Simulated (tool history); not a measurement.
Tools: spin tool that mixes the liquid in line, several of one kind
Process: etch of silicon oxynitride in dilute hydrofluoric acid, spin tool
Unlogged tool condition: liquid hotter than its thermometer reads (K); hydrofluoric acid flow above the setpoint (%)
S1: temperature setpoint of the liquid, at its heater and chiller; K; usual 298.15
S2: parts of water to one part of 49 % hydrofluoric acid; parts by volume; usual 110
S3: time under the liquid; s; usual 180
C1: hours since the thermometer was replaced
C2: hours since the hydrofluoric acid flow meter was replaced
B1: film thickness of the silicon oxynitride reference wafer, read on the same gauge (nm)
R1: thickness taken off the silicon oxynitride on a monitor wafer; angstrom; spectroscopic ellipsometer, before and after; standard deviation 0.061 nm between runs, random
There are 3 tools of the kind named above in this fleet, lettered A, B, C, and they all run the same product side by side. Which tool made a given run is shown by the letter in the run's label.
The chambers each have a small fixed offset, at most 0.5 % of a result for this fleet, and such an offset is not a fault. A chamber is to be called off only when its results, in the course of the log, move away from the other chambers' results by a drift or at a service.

run   hour      S1   S2   S3      C1      C2      B1      R1
 1C   10.7  298.15  110  180   681.9   892.0  140.00  81.194
 2B   17.7  298.15  110  180   272.7    48.7  140.02  82.478
 3A   24.4  298.15  110  180  2572.9   552.9  140.01  81.195
 4A   33.4  298.15  110  180  2581.9   561.9  140.02  81.199
 5C   42.1  298.15  110  180   713.3   923.4  140.02  82.885
 6B   52.6  298.15  110  180   307.6    83.6  140.01  80.957
 7A   57.6  298.15  110  180  2606.1   586.1  139.98  80.711
 8C   64.4  298.15  110  180   735.6   945.7  140.02  83.972
 9B   69.9  298.15  110  180   324.9   100.9  139.97  82.064
10A   79.7  298.15  110  180  2628.2   608.2  139.98  81.683
11B   86.7  298.15  110  180   341.7   117.7  139.99  81.169
12C   94.9  298.15  125  180   766.1   976.2  139.97  74.908
13C  101.4  298.15  125  180   772.6   982.7  140.00  75.015
14B  107.9  298.15  125  180   362.9   138.9  140.00  71.324
15A  115.6  298.15  110  180  2664.1   644.1  139.99  81.849
16C  123.3  298.15  110  180   794.5  1004.6  139.99  86.673
17B  133.5  298.15  110  180   388.5   164.5  140.00  80.478
18A  144.2  298.15  110  180  2692.7   672.7  140.02  81.100
19A  151.8  298.15  110  180  2700.3   680.3  139.99  80.719
20C  160.5  298.15  110  180   831.7  1041.8  140.03  89.100

Does one chamber stand apart from the rest, does the shared gauge drift, or is all well apart from small per-chamber offsets? Give the chamber and the most likely cause, where there is one.

It is chamber C that slowly wanders off from its peers.
What lies behind it: liquid hotter than its thermometer reads (K) = 2.02.
The log may not tell that from: hydrofluoric acid flow above the setpoint (%).

Here are 4 candidates for chamber C's next run, each the usual settings with a change, their results left as question marks. Which one brings its results back in line with what the others give on the usual settings?
Maximum distance from the other chambers' mean on the usual settings for a result to count as in line: R1 2.100 angstrom
21C-1  168.5  298.15  105  190               ?
21C-2  168.5  298.15  110  165               ?
21C-3  168.5  298.15  105  180               ?
21C-4  168.5  297.15  110  180               ?

Other chambers, usual settings, mean: R1 81.410 angstrom
  run      R1
21C-1  99.814
21C-2  82.329
21C-3  94.560
21C-4  85.782
21C-2 puts the chamber back in line with the other chambers.
